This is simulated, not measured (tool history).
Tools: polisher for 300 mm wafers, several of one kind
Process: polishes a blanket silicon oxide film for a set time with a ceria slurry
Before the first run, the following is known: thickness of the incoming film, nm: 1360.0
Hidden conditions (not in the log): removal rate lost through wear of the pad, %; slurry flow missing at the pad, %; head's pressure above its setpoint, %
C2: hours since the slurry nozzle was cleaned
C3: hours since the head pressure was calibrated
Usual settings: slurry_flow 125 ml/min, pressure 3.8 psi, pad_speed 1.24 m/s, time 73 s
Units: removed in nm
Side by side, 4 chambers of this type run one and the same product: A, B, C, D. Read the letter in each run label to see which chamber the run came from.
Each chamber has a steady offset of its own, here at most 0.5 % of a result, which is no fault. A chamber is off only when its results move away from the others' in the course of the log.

-- hour=6.9 chamber C: worn pad replaced by a new one
run 1B hour=11.3 | slurry_flow=125 pressure=3.8 pad_speed=1.24 time=73 | wafers_polished_on_this_pad=164 C2=246.1 C3=472.8 | removed=418.45
-- hour=19.7 chamber C: slurry nozzle cleaned
run 2A hour=25.9 | slurry_flow=125 pressure=3.8 pad_speed=1.24 time=73 | wafers_polished_on_this_pad=454 C2=291.6 C3=209.6 | removed=419.35
run 3C hour=36.1 | slurry_flow=125 pressure=3.8 pad_speed=1.24 time=73 | wafers_polished_on_this_pad=193 C2=16.4 C3=785.3 | removed=419.87
run 4D hour=48.2 | slurry_flow=125 pressure=3.8 pad_speed=1.24 time=73 | wafers_polished_on_this_pad=482 C2=443.8 C3=499.7 | removed=418.54
run 5C hour=58.7 | slurry_flow=125 pressure=3.8 pad_speed=1.24 time=73 | wafers_polished_on_this_pad=343 C2=39.0 C3=807.9 | removed=418.08
run 6D hour=68.4 | slurry_flow=125 pressure=3.8 pad_speed=1.24 time=73 | wafers_polished_on_this_pad=615 C2=464.0 C3=519.9 | removed=414.93
run 7B hour=76.9 | slurry_flow=125 pressure=3.8 pad_speed=1.24 time=73 | wafers_polished_on_this_pad=598 C2=311.7 C3=538.4 | removed=417.95
-- hour=82.3 chamber A: worn pad replaced by a new one
-- hour=87.1 chamber B: worn pad replaced by a new one
run 8A hour=88.5 | slurry_flow=125 pressure=3.8 pad_speed=1.24 time=73 | wafers_polished_on_this_pad=41 C2=354.2 C3=272.2 | removed=415.62
run 9A hour=96.5 | slurry_flow=125 pressure=3.8 pad_speed=1.24 time=73 | wafers_polished_on_this_pad=94 C2=362.2 C3=280.2 | removed=417.78
run 10B hour=110.0 | slurry_flow=125 pressure=3.8 pad_speed=1.24 time=73 | wafers_polished_on_this_pad=151 C2=344.8 C3=571.5 | removed=416.81
run 11D hour=117.8 | slurry_flow=125 pressure=3.8 pad_speed=1.24 time=73 | wafers_polished_on_this_pad=942 C2=513.4 C3=569.3 | removed=420.51
-- hour=123.9 chamber C: worn pad replaced by a new one
-- hour=124.9 chamber D: worn pad replaced by a new one
run 12C hour=129.0 | slurry_flow=125 pressure=3.8 pad_speed=1.24 time=73 | wafers_polished_on_this_pad=34 C2=109.3 C3=878.2 | removed=420.45
-- hour=136.0 chamber A: slurry nozzle cleaned
run 13B hour=143.7 | slurry_flow=125 pressure=3.8 pad_speed=1.24 time=73 | wafers_polished_on_this_pad=374 C2=378.5 C3=605.2 | removed=410.05
run 14C hour=155.2 | slurry_flow=125 pressure=3.0 pad_speed=0.86 time=73 | wafers_polished_on_this_pad=207 C2=135.5 C3=904.4 | removed=230.77
run 15A hour=166.5 | slurry_flow=125 pressure=3.0 pad_speed=0.86 time=73 | wafers_polished_on_this_pad=557 C2=30.5 C3=350.2 | removed=229.21
run 16D hour=175.8 | slurry_flow=125 pressure=3.0 pad_speed=0.86 time=73 | wafers_polished_on_this_pad=336 C2=571.4 C3=627.3 | removed=232.47
-- hour=180.2 chamber B: worn pad replaced by a new one
run 17A hour=187.9 | slurry_flow=125 pressure=3.0 pad_speed=0.86 time=73 | wafers_polished_on_this_pad=698 C2=51.9 C3=371.6 | removed=227.44
run 18D hour=199.4 | slurry_flow=125 pressure=3.8 pad_speed=1.24 time=73 | wafers_polished_on_this_pad=493 C2=595.0 C3=650.9 | removed=413.85
-- hour=200.3 chamber A: worn pad replaced by a new one
run 19B hour=208.4 | slurry_flow=125 pressure=3.8 pad_speed=1.24 time=73 | wafers_polished_on_this_pad=186 C2=443.2 C3=669.9 | removed=405.95
-- hour=212.7 chamber B: head pressure recalibrated
run 20C hour=221.4 | slurry_flow=125 pressure=3.8 pad_speed=1.24 time=73 | wafers_polished_on_this_pad=645 C2=201.7 C3=970.6 | removed=413.65
run 21B hour=230.6 | slurry_flow=125 pressure=3.8 pad_speed=1.24 time=73 | wafers_polished_on_this_pad=333 C2=465.4 C3=17.9 | removed=403.37
run 22D hour=244.9 | slurry_flow=125 pressure=3.8 pad_speed=1.24 time=73 | wafers_polished_on_this_pad=794 C2=640.5 C3=696.4 | removed=411.46
-- hour=246.8 chamber A: head pressure recalibrated
-- hour=251.1 chamber C: worn pad replaced by a new one
run 23C hour=253.3 | slurry_flow=125 pressure=3.8 pad_speed=1.24 time=73 | wafers_polished_on_this_pad=15 C2=233.6 C3=1002.5 | removed=419.18
run 24A hour=266.2 | slurry_flow=125 pressure=3.8 pad_speed=1.24 time=73 | wafers_polished_on_this_pad=436 C2=130.2 C3=19.5 | removed=421.78
-- hour=270.7 chamber B: worn pad replaced by a new one
-- hour=270.9 chamber D: worn pad replaced by a new one
run 25B hour=273.6 | slurry_flow=125 pressure=3.8 pad_speed=1.24 time=73 | wafers_polished_on_this_pad=19 C2=508.4 C3=60.9 | removed=403.14
run 26C hour=286.0 | slurry_flow=125 pressure=2.6 pad_speed=1.24 time=73 | wafers_polished_on_this_pad=231 C2=266.3 C3=1035.2 | removed=283.07
run 27A hour=296.0 | slurry_flow=125 pressure=2.6 pad_speed=1.24 time=73 | wafers_polished_on_this_pad=633 C2=160.0 C3=49.3 | removed=283.07
run 28D hour=308.6 | slurry_flow=125 pressure=2.6 pad_speed=1.24 time=73 | wafers_polished_on_this_pad=249 C2=704.2 C3=760.1 | removed=285.80
-- hour=313.0 chamber A: worn pad replaced by a new one
run 29A hour=319.4 | slurry_flow=125 pressure=2.6 pad_speed=1.24 time=73 | wafers_polished_on_this_pad=42 C2=183.4 C3=72.7 | removed=284.11
run 30C hour=328.3 | slurry_flow=125 pressure=3.8 pad_speed=1.24 time=73 | wafers_polished_on_this_pad=511 C2=308.6 C3=1077.5 | removed=414.97
run 31D hour=337.6 | slurry_flow=125 pressure=3.8 pad_speed=1.24 time=73 | wafers_polished_on_this_pad=441 C2=733.2 C3=789.1 | removed=416.38
run 32B hour=352.1 | slurry_flow=125 pressure=3.8 pad_speed=1.24 time=73 | wafers_polished_on_this_pad=538 C2=586.9 C3=139.4 | removed=400.16
-- hour=352.6 chamber B: worn pad replaced by a new one
run 33B hour=359.0 | slurry_flow=125 pressure=3.8 pad_speed=1.24 time=73 | wafers_polished_on_this_pad=42 C2=593.8 C3=146.3 | removed=388.68

Each of the 4 chambers runs these same settings next. Fill in every chamber's results:
run 34A hour=369.7 | slurry_flow=125 pressure=3.8 pad_speed=1.24 time=73 | removed=?
run 34B hour=369.7 | slurry_flow=125 pressure=3.8 pad_speed=1.24 time=73 | removed=?
run 34C hour=369.7 | slurry_flow=125 pressure=3.8 pad_speed=1.24 time=73 | removed=?
run 34D hour=369.7 | slurry_flow=125 pressure=3.8 pad_speed=1.24 time=73 | removed=?

run=34A removed=415.29
run=34B removed=390.91
run=34C removed=416.64
run=34D removed=417.80
